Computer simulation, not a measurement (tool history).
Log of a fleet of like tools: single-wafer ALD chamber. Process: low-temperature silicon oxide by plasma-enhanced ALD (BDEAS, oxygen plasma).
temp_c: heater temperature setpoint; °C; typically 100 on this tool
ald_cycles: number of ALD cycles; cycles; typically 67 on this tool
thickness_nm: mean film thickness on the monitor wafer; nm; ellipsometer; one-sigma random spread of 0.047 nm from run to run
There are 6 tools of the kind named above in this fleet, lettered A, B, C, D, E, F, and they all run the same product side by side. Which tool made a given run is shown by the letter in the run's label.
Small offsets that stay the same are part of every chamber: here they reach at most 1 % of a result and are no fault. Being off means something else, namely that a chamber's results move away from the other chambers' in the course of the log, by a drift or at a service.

run,hour,temp_c,ald_cycles,hours since the last thermocouple change,"read-back reference wafer on the same gauge, thickness_nm",thickness_nm
1D,9,100,67,1293.4,10.887,9.5797
2C,19.5,100,67,1550.2,10.888,9.5187
3B,25.9,100,67,903.8,10.886,9.5525
# hour 30.2: chamber D: thermocouple changed; heater temperature recalibrated
4A,39,100,67,1033.3,10.887,9.5339
5F,46.8,100,67,1157.6,10.878,9.6674
6E,58.4,100,67,836.1,10.889,9.5119
7B,67.6,100,67,945.5,10.882,9.6856
8D,78.9,100,57,48.7,10.869,8.1758
9F,89.3,100,57,1200.1,10.882,8.1822
10A,97,100,57,1091.3,10.876,8.1604
11E,111,100,57,888.7,10.885,8.1026
12C,124.5,100,57,1655.2,10.877,8.1313
# hour 127: chamber A: thermocouple changed; heater temperature recalibrated
13B,133.3,100,57,1011.2,10.894,8.1599
14D,144.5,100,67,114.3,10.884,9.5935
15C,151,100,67,1681.7,10.886,9.5583
16F,160.3,100,67,1271.1,10.867,9.5931
# hour 171.2: chamber B: thermocouple changed; heater temperature recalibrated
17E,171.9,100,62,949.6,10.88,8.79
18A,181,100,62,54,10.877,8.847
19C,192,100,62,1722.7,10.877,8.8261
20B,200.6,100,62,29.5,10.865,8.7949
21D,210.7,100,62,180.5,10.894,8.8762
22E,220,100,62,997.7,10.876,8.8848
23F,232.1,100,67,1342.9,10.891,9.5511
24A,240.2,100,54,113.2,10.885,7.6755
25B,248.3,100,54,77.2,10.884,7.8155
26A,256,100,54,129,10.88,7.6467
27D,263.7,100,54,233.5,10.869,7.659
28F,277.5,100,54,1388.3,10.877,7.7733
29E,290.3,100,54,1068,10.884,7.6545
30C,302.3,93,57,1833,10.881,8.3728
31E,308.8,93,57,1086.5,10.893,8.3693
32D,316.4,93,57,286.2,10.872,8.3014
33B,324.1,93,57,153,10.871,8.3995
34F,332.3,93,57,1443.1,10.889,8.3446
35A,339,93,57,212,10.891,8.314
36C,348.2,100,67,1878.9,10.887,9.5862
37D,357.8,100,67,327.6,10.882,9.6745
38C,365.3,100,67,1896,10.893,9.6053
39A,372.5,100,67,245.5,10.869,9.463
40F,381.6,100,67,1492.4,10.883,9.5361
41B,392,100,67,220.9,10.879,9.631
42E,402.8,100,67,1180.5,10.882,9.4249

For the next run the whole fleet of 6 chambers uses the same settings. Give each chamber's results:
43A,413,100,79,,,?
43B,413,100,79,,,?
43C,413,100,79,,,?
43D,413,100,79,,,?
43E,413,100,79,,,?
43F,413,100,79,,,?

run,thickness_nm
43A,11.244
43B,11.433
43C,11.284
43D,11.287
43E,11.233
43F,11.314
